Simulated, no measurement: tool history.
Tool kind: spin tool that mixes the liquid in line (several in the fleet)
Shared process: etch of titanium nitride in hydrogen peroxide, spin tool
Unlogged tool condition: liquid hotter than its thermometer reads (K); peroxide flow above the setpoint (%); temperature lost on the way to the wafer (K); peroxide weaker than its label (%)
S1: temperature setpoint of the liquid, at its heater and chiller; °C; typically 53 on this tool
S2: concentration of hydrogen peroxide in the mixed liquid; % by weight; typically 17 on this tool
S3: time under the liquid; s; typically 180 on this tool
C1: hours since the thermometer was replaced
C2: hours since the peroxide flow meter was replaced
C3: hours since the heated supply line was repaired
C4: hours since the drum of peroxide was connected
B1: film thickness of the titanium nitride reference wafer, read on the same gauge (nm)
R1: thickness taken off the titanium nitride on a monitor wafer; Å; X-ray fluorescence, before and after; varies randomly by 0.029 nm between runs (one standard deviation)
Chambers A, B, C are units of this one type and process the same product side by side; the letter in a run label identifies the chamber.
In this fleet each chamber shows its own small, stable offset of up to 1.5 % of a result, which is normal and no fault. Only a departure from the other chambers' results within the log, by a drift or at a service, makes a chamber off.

run,hour,S1,S2,S3,C1,C2,C3,C4,B1,R1
# hour 8.7: chamber C: new drum of peroxide connected
1B,10.5,53,17,180,336.7,2040.3,428.1,530.6,139.98,53.852
# hour 18.1: chamber A: new drum of peroxide connected
2A,20.8,53,17,180,1190.3,501.3,122.0,2.7,139.97,54.006
3C,26.8,53,17,180,386.2,400.3,94.5,18.2,140.00,53.395
4A,32.5,53,17,180,1202.0,513.0,133.7,14.4,139.98,53.402
5C,42.4,53,17,180,401.8,415.9,110.1,33.8,140.01,53.224
6B,54.0,53,17,180,380.2,2083.8,471.6,574.1,139.96,53.603
7B,61.3,53,17,180,387.5,2091.1,478.9,581.4,140.00,53.651
8A,66.5,53,17,180,1236.0,547.0,167.7,48.4,140.03,53.569
9C,75.2,53,17,180,434.6,448.7,142.9,66.6,140.01,53.108
10C,80.5,53,17,180,439.9,454.0,148.2,71.9,139.99,53.031
# hour 85.6: chamber C: peroxide flow meter replaced
11A,88.3,53,17,180,1257.8,568.8,189.5,70.2,139.99,53.826
12B,99.1,53,17,180,425.3,2128.9,516.7,619.2,139.98,53.680
13C,107.8,53,17,180,467.2,22.2,175.5,99.2,139.98,53.387
14B,118.7,53,17,180,444.9,2148.5,536.3,638.8,140.03,53.966
15A,125.0,46,13,180,1294.5,605.5,226.2,106.9,139.99,30.306
16B,131.7,46,13,180,457.9,2161.5,549.3,651.8,139.96,30.665
17C,137.9,46,13,180,497.3,52.3,205.6,129.3,139.98,29.678
18A,147.4,53,17,180,1316.9,627.9,248.6,129.3,140.00,53.447
19C,156.0,53,17,180,515.4,70.4,223.7,147.4,140.01,52.876
20B,167.6,53,17,180,493.8,2197.4,585.2,687.7,139.99,54.115
21A,175.7,53,17,180,1345.2,656.2,276.9,157.6,140.01,53.990
22A,184.0,53,17,180,1353.5,664.5,285.2,165.9,139.99,53.372
23B,190.4,53,17,180,516.6,2220.2,608.0,710.5,140.02,53.902
24C,201.7,53,17,180,561.1,116.1,269.4,193.1,140.02,53.314
25B,208.7,53,17,180,534.9,2238.5,626.3,728.8,139.99,53.607

Does one chamber stand apart from the rest, does the shared gauge drift, or is all well apart from small per-chamber offsets? Give the chamber and the most likely cause, where there is one.

Neither any chamber nor the gauge drifts; the chambers differ only by their own small, steady offsets.
